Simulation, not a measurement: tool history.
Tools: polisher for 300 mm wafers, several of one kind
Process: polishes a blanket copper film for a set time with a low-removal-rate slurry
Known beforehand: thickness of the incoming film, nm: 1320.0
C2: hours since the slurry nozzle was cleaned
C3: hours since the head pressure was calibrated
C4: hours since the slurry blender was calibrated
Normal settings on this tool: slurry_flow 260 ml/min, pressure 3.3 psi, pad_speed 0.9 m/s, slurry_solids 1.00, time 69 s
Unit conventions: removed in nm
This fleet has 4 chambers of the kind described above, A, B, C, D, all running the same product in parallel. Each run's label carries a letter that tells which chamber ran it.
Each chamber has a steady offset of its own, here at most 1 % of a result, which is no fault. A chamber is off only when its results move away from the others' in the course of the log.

At hour 2.5: chamber C: worn pad replaced by a new one.
Run 1B, hour 4.7: usual settings; wafers polished on this pad 1081; C2 30.6; C3 459.7; C4 54.3. Result: removed 223.52 nm.
At hour 8.3: chamber A: worn pad replaced by a new one.
At hour 9.0: chamber B: worn pad replaced by a new one.
Run 2A, hour 12.7: usual settings; wafers polished on this pad 66; C2 21.3; C3 683.2; C4 297.0. Result: removed 230.16 nm.
Run 3D, hour 17.3: usual settings; wafers polished on this pad 455; C2 77.9; C3 89.2; C4 247.4. Result: removed 230.46 nm.
Run 4C, hour 21.6: usual settings; wafers polished on this pad 284; C2 360.9; C3 790.6; C4 306.8. Result: removed 229.86 nm.
Run 5D, hour 28.0: usual settings; wafers polished on this pad 614; C2 88.6; C3 99.9; C4 258.1. Result: removed 225.70 nm.
Run 6A, hour 36.9: usual settings but time 58 s; wafers polished on this pad 426; C2 45.5; C3 707.4; C4 321.2. Result: removed 192.66 nm.
At hour 42.0: chamber D: worn pad replaced by a new one.
Run 7B, hour 45.9: usual settings but time 58 s; wafers polished on this pad 548; C2 71.8; C3 500.9; C4 95.5. Result: removed 190.98 nm.
Run 8C, hour 53.0: usual settings but time 58 s; wafers polished on this pad 751; C2 392.3; C3 822.0; C4 338.2. Result: removed 197.27 nm.
At hour 57.8: chamber A: slurry blender recalibrated.
Run 9C, hour 62.6: usual settings but time 58 s; wafers polished on this pad 894; C2 401.9; C3 831.6; C4 347.8. Result: removed 195.89 nm.
Run 10D, hour 72.3: usual settings; wafers polished on this pad 451; C2 132.9; C3 144.2; C4 302.4. Result: removed 227.01 nm.
Run 11A, hour 78.0: usual settings but slurry_solids 0.85; wafers polished on this pad 1037; C2 86.6; C3 748.5; C4 20.2. Result: removed 223.42 nm.
At hour 79.1: chamber A: worn pad replaced by a new one.
At hour 82.8: chamber B: worn pad replaced by a new one.
Run 12B, hour 83.7: usual settings but slurry_solids 0.85; wafers polished on this pad 13; C2 109.6; C3 538.7; C4 133.3. Result: removed 224.66 nm.
Run 13A, hour 91.0: usual settings but slurry_solids 0.85; wafers polished on this pad 177; C2 99.6; C3 761.5; C4 33.2. Result: removed 222.14 nm.
At hour 96.8: chamber C: worn pad replaced by a new one.
At hour 98.5: chamber C: head pressure recalibrated.
At hour 100.7: chamber D: worn pad replaced by a new one.
Run 14C, hour 100.8: usual settings but slurry_solids 0.85; wafers polished on this pad 59; C2 440.1; C3 2.4; C4 386.0. Result: removed 218.01 nm.
Run 15B, hour 105.1: usual settings; wafers polished on this pad 332; C2 131.0; C3 560.1; C4 154.7. Result: removed 228.11 nm.
Run 16D, hour 110.8: usual settings; wafers polished on this pad 151; C2 171.4; C3 182.7; C4 340.9. Result: removed 224.17 nm.
Run 17D, hour 115.1: usual settings; wafers polished on this pad 215; C2 175.7; C3 187.0; C4 345.2. Result: removed 227.35 nm.
Run 18A, hour 121.8: usual settings but pressure 4.4 psi, time 83 s; wafers polished on this pad 635; C2 130.4; C3 792.3; C4 64.0. Result: removed 370.74 nm.
Run 19C, hour 128.6: usual settings but pressure 4.4 psi, time 83 s; wafers polished on this pad 473; C2 467.9; C3 30.2; C4 413.8. Result: removed 378.90 nm.
Run 20B, hour 136.3: usual settings but pressure 4.4 psi, time 83 s; wafers polished on this pad 796; C2 162.2; C3 591.3; C4 185.9. Result: removed 362.61 nm.
Run 21D, hour 142.6: usual settings but pressure 4.4 psi, time 83 s; wafers polished on this pad 624; C2 203.2; C3 214.5; C4 372.7. Result: removed 360.23 nm.
At hour 149.6: chamber A: worn pad replaced by a new one.
At hour 151.7: chamber B: worn pad replaced by a new one.
At hour 151.7: chamber D: slurry blender recalibrated.
Run 22B, hour 151.7: usual settings; wafers polished on this pad 0; C2 177.6; C3 606.7; C4 201.3. Result: removed 223.52 nm.
Run 23A, hour 158.3: usual settings; wafers polished on this pad 130; C2 166.9; C3 828.8; C4 100.5. Result: removed 228.05 nm.
Run 24C, hour 164.4: usual settings; wafers polished on this pad 1005; C2 503.7; C3 66.0; C4 449.6. Result: removed 224.90 nm.
At hour 168.2: chamber D: worn pad replaced by a new one.
Run 25A, hour 170.1: usual settings; wafers polished on this pad 305; C2 178.7; C3 840.6; C4 112.3. Result: removed 230.38 nm.
Run 26B, hour 176.7: usual settings; wafers polished on this pad 372; C2 202.6; C3 631.7; C4 226.3. Result: removed 226.12 nm.
Run 27D, hour 182.6: usual settings; wafers polished on this pad 214; C2 243.2; C3 254.5; C4 31.0. Result: removed 227.75 nm.
Run 28C, hour 191.7: usual settings; wafers polished on this pad 1411; C2 531.0; C3 93.3; C4 476.9. Result: removed 229.02 nm.
At hour 192.2: chamber C: worn pad replaced by a new one.
Run 29C, hour 199.1: usual settings but slurry_flow 225 ml/min; wafers polished on this pad 103; C2 538.4; C3 100.7; C4 484.3. Result: removed 224.61 nm.
Run 30B, hour 203.9: usual settings but slurry_flow 225 ml/min; wafers polished on this pad 777; C2 229.8; C3 658.9; C4 253.5. Result: removed 218.46 nm.
Run 31A, hour 210.5: usual settings but slurry_flow 225 ml/min; wafers polished on this pad 906; C2 219.1; C3 881.0; C4 152.7. Result: removed 223.41 nm.
Run 32D, hour 216.5: usual settings but slurry_flow 225 ml/min; wafers polished on this pad 718; C2 277.1; C3 288.4; C4 64.9. Result: removed 226.52 nm.
Run 33C, hour 220.8: usual settings; wafers polished on this pad 426; C2 560.1; C3 122.4; C4 506.0. Result: removed 228.01 nm.
At hour 221.2: chamber C: slurry blender recalibrated.
At hour 222.0: chamber A: worn pad replaced by a new one.
At hour 229.6: chamber D: worn pad replaced by a new one.
Run 34A, hour 230.3: usual settings; wafers polished on this pad 124; C2 238.9; C3 900.8; C4 172.5. Result: removed 228.85 nm.
Run 35D, hour 235.3: usual settings; wafers polished on this pad 84; C2 295.9; C3 307.2; C4 83.7. Result: removed 223.84 nm.
At hour 241.3: chamber B: worn pad replaced by a new one.
At hour 242.9: chamber A: slurry nozzle cleaned.
Run 36B, hour 245.2: usual settings; wafers polished on this pad 59; C2 271.1; C3 700.2; C4 294.8. Result: removed 218.49 nm.
Run 37A, hour 253.7: usual settings; wafers polished on this pad 472; C2 10.9; C3 924.2; C4 195.9. Result: removed 233.34 nm.
Run 38B, hour 258.2: usual settings; wafers polished on this pad 252; C2 284.1; C3 713.2; C4 307.8. Result: removed 213.78 nm.
Run 39C, hour 266.5: usual settings; wafers polished on this pad 1106; C2 605.8; C3 168.1; C4 45.3. Result: removed 227.18 nm.
Run 40D, hour 274.1: usual settings; wafers polished on this pad 661; C2 334.7; C3 346.0; C4 122.5. Result: removed 223.91 nm.
Run 41D, hour 279.1: usual settings; wafers polished on this pad 736; C2 339.7; C3 351.0; C4 127.5. Result: removed 226.83 nm.
At hour 282.4: chamber C: worn pad replaced by a new one.
Run 42A, hour 285.7: usual settings; wafers polished on this pad 948; C2 42.9; C3 956.2; C4 227.9. Result: removed 228.46 nm.
At hour 291.7: chamber B: slurry blender recalibrated.
Run 43C, hour 294.5: usual settings; wafers polished on this pad 180; C2 633.8; C3 196.1; C4 73.3. Result: removed 225.25 nm.
Run 44B, hour 300.1: usual settings but pressure 4.4 psi, slurry_solids 1.20; wafers polished on this pad 875; C2 326.0; C3 755.1; C4 8.4. Result: removed 294.20 nm.

Which is it: a chamber that has drifted or been left off by a service, a gauge drift common to all chambers, or only each chamber's usual small offset? If a chamber is off, name it and its likeliest cause.

It is chamber B that slowly wanders off from its peers.
What lies behind it: head's pressure below its setpoint, % = 8.67.

Here are 4 candidates for chamber B's next run, each the usual settings with a change, their results left as question marks. Which one brings its results back in line with what the others give on the usual settings?
In-line tolerance around the mean of the other chambers on the usual settings: removed 8.60 nm
Run 45B-1, hour 307.1: usual settings but time 70 s. Result: removed ?.
Run 45B-2, hour 307.1: usual settings but pressure 3.4 psi, pad_speed 0.94 m/s. Result: removed ?.
Run 45B-3, hour 307.1: usual settings but pressure 3.2 psi, time 66 s. Result: removed ?.
Run 45B-4, hour 307.1: usual settings but time 68 s. Result: removed ?.

Other chambers, usual settings, mean: removed 228.23 nm
  run  removed
45B-1   213.88
45B-2   227.11
45B-3   195.46
45B-4   207.77
The answer is 45B-2, which returns the chamber to within the allowed miss of the others.

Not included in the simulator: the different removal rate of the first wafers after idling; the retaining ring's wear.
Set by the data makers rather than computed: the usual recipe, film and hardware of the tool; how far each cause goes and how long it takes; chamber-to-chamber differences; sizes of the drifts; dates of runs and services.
